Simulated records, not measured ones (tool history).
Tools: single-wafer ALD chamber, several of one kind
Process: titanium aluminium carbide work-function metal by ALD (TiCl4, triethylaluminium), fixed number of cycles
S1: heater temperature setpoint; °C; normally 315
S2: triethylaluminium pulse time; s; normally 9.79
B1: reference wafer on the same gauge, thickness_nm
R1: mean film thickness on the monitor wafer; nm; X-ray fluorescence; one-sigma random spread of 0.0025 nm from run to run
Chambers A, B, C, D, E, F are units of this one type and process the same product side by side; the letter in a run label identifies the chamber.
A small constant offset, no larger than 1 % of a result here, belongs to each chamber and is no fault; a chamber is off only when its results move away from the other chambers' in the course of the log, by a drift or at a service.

run	hour	S1	S2	B1	R1
1D	10.8	315	9.79	2.1002	2.1221
2A	22.8	315	9.79	2.1003	2.1404
3F	33.3	315	9.79	2.1011	2.1299
4B	40.3	315	9.79	2.1011	2.1083
5E	47.5	315	9.79	2.1017	2.1103
6C	55.9	315	9.79	2.1019	2.1424
7E	65.1	315	9.79	2.1018	2.109
8C	74.1	315	9.79	2.1024	2.1378
9D	81.9	310	9.79	2.1021	2.0783
10B	88	310	9.79	2.1025	2.0714
11A	95.1	310	9.79	2.1031	2.0969
# hour 99.8: chamber A: triethylaluminium bottle replaced
12F	103.5	310	9.79	2.1025	2.0846
13C	111.7	310	9.79	2.1031	2.0963
14A	119.4	310	9.79	2.1035	2.096
15F	124.7	315	9.79	2.104	2.1353
16E	130.6	315	9.79	2.1039	2.1117
17D	141.4	315	9.79	2.1038	2.1266
# hour 146.9: chamber C: thermocouple changed; heater temperature recalibrated
18B	147.3	315	9.79	2.1046	2.1123
19A	159.1	315	9.79	2.1054	2.1433
20C	168.2	315	9.79	2.1042	2.1411
21D	174.9	315	9.79	2.1049	2.1221
22E	184.9	315	9.79	2.1062	2.1126
# hour 195.2: chamber E: triethylaluminium bottle replaced
23B	196.6	315	9.79	2.1051	2.1166
24F	203.4	315	9.79	2.1055	2.1337
25D	212.9	326	13.08	2.1057	2.2791
26A	220.9	326	13.08	2.1062	2.2973
27C	232.1	326	13.08	2.1065	2.2969
28B	242.2	326	13.08	2.1067	2.2654
29E	247.9	326	13.08	2.1074	2.2709
30F	255.4	326	13.08	2.1074	2.2837
31E	263	315	9.79	2.1078	2.1192
32B	271.2	315	9.79	2.1078	2.1174
33F	280.6	315	9.79	2.1078	2.1319
34A	291.2	315	9.79	2.1088	2.1527
35C	297.6	315	9.79	2.1087	2.1507
36D	308.6	322	8.26	2.1088	2.143
37B	317.3	322	8.26	2.1097	2.1225
38C	326.3	322	8.26	2.1095	2.1515
39E	335.4	322	8.26	2.1105	2.122

All 6 chambers run these settings next. Forecast each chamber's results:
40A	344	315	9.79		?
40B	344	315	9.79		?
40C	344	315	9.79		?
40D	344	315	9.79		?
40E	344	315	9.79		?
40F	344	315	9.79		?

run	R1
40A	2.1521
40B	2.1176
40C	2.1495
40D	2.1316
40E	2.1177
40F	2.1343
